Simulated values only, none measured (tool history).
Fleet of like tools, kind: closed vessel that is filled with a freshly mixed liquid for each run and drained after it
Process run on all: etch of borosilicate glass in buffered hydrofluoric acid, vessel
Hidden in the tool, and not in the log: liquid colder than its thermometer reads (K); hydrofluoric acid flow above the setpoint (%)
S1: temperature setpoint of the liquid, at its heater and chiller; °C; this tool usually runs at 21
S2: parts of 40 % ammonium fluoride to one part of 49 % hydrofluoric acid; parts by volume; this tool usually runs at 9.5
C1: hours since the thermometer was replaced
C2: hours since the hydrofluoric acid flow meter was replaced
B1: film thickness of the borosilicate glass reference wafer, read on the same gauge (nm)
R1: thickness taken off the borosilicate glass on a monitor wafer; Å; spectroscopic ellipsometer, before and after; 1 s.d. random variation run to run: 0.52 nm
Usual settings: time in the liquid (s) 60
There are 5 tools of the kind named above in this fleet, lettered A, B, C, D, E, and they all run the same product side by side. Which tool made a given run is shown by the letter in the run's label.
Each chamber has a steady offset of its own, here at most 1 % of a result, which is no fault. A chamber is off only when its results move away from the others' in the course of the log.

Run 1D, hour 9.9: usual settings; C1 407.2; C2 89.1; B1 79.993. Result: R1 654.09 Å.
Run 2B, hour 20.7: usual settings; C1 816.2; C2 70.7; B1 80.003. Result: R1 656.15 Å.
Run 3A, hour 26.9: usual settings; C1 134.8; C2 580.6; B1 80.022. Result: R1 647.27 Å.
Run 4C, hour 36.6: usual settings; C1 1333.1; C2 542.8; B1 80.014. Result: R1 648.05 Å.
Run 5E, hour 48.3: usual settings; C1 1247.7; C2 1032.4; B1 80.008. Result: R1 661.51 Å.
Run 6E, hour 57.1: usual settings; C1 1256.5; C2 1041.2; B1 79.993. Result: R1 656.49 Å.
Run 7B, hour 63: usual settings; C1 858.5; C2 113; B1 80.016. Result: R1 656.48 Å.
At hour 73.5: chamber A: hydrofluoric acid flow meter replaced.
Run 8C, hour 74.2: usual settings but S1 25 °C, time in the liquid (s) 45; C1 1370.7; C2 580.4; B1 79.995. Result: R1 612.69 Å.
Run 9A, hour 83.1: usual settings but S1 25 °C, time in the liquid (s) 45; C1 191; C2 9.6; B1 80.003. Result: R1 615.06 Å.
Run 10D, hour 91.5: usual settings but S1 25 °C, time in the liquid (s) 45; C1 488.8; C2 170.7; B1 79.988. Result: R1 602.33 Å.
Run 11A, hour 101.5: usual settings but S1 25 °C, time in the liquid (s) 45; C1 209.4; C2 28; B1 80. Result: R1 612.15 Å.
Run 12E, hour 108.3: usual settings but S1 25 °C, time in the liquid (s) 45; C1 1307.7; C2 1092.4; B1 80.01. Result: R1 602.44 Å.
Run 13D, hour 114.4: usual settings; C1 511.7; C2 193.6; B1 79.999. Result: R1 650.49 Å.
Run 14B, hour 120.4: usual settings; C1 915.9; C2 170.4; B1 79.995. Result: R1 650.83 Å.
Run 15C, hour 132.5: usual settings; C1 1429; C2 638.7; B1 80.01. Result: R1 650.09 Å.
Run 16E, hour 140.6: usual settings; C1 1340; C2 1124.7; B1 80.008. Result: R1 653.82 Å.
Run 17B, hour 149.5: usual settings; C1 945; C2 199.5; B1 80.005. Result: R1 649.47 Å.
Run 18C, hour 161.6: usual settings; C1 1458.1; C2 667.8; B1 80.005. Result: R1 650.46 Å.
Run 19A, hour 173.9: usual settings; C1 281.8; C2 100.4; B1 80.009. Result: R1 654.9 Å.
Run 20D, hour 186.1: usual settings; C1 583.4; C2 265.3; B1 79.999. Result: R1 653.3 Å.
Run 21A, hour 198.3: usual settings but S2 8 parts by volume, time in the liquid (s) 35; C1 306.2; C2 124.8; B1 79.992. Result: R1 450.34 Å.
Run 22B, hour 210.7: usual settings but S2 8 parts by volume, time in the liquid (s) 35; C1 1006.2; C2 260.7; B1 79.992. Result: R1 452.61 Å.
Run 23C, hour 219.6: usual settings but S2 8 parts by volume, time in the liquid (s) 35; C1 1516.1; C2 725.8; B1 80. Result: R1 447.58 Å.
Run 24D, hour 225.7: usual settings but S2 8 parts by volume, time in the liquid (s) 35; C1 623; C2 304.9; B1 80.001. Result: R1 440.6 Å.
Run 25E, hour 232.2: usual settings but S2 8 parts by volume, time in the liquid (s) 35; C1 1431.6; C2 1216.3; B1 80.012. Result: R1 452.29 Å.
Run 26A, hour 240.9: usual settings; C1 348.8; C2 167.4; B1 80. Result: R1 652.5 Å.
Run 27B, hour 251.7: usual settings; C1 1047.2; C2 301.7; B1 79.994. Result: R1 650.45 Å.
Run 28C, hour 262.9: usual settings; C1 1559.4; C2 769.1; B1 80. Result: R1 659.88 Å.
Run 29E, hour 272: usual settings; C1 1471.4; C2 1256.1; B1 80.001. Result: R1 657.63 Å.
Run 30D, hour 278.5: usual settings but S1 22.5 °C, S2 11 parts by volume; C1 675.8; C2 357.7; B1 80.01. Result: R1 607.89 Å.
Run 31D, hour 288.8: usual settings but S1 22.5 °C, S2 11 parts by volume; C1 686.1; C2 368; B1 80.005. Result: R1 613.29 Å.
Run 32E, hour 298.3: usual settings but S1 22.5 °C, S2 11 parts by volume; C1 1497.7; C2 1282.4; B1 80.016. Result: R1 635.25 Å.
Run 33C, hour 310.9: usual settings but S1 22.5 °C, S2 11 parts by volume; C1 1607.4; C2 817.1; B1 80.001. Result: R1 620.44 Å.
Run 34B, hour 321.4: usual settings but S1 22.5 °C, S2 11 parts by volume; C1 1116.9; C2 371.4; B1 80.001. Result: R1 634.97 Å.
Run 35A, hour 329.4: usual settings; C1 437.3; C2 255.9; B1 79.993. Result: R1 655.81 Å.
Run 36B, hour 338.7: usual settings; C1 1134.2; C2 388.7; B1 79.995. Result: R1 653.33 Å.
Run 37D, hour 350.3: usual settings; C1 747.6; C2 429.5; B1 79.989. Result: R1 628.14 Å.
Run 38E, hour 361.3: usual settings; C1 1560.7; C2 1345.4; B1 80.017. Result: R1 655.98 Å.
Run 39A, hour 368: usual settings; C1 475.9; C2 294.5; B1 80.031. Result: R1 653 Å.
Run 40C, hour 378.1: usual settings; C1 1674.6; C2 884.3; B1 79.98. Result: R1 661.32 Å.

Next, all 5 chambers run the settings below, one line each with question marks for the results. What does each chamber give?
Run 41A, hour 387.3: usual settings. Result: R1 ?.
Run 41B, hour 387.3: usual settings. Result: R1 ?.
Run 41C, hour 387.3: usual settings. Result: R1 ?.
Run 41D, hour 387.3: usual settings. Result: R1 ?.
Run 41E, hour 387.3: usual settings. Result: R1 ?.

run      R1
41A  642.63
41B  652.57
41C  654.52
41D  626.84
41E  659.25
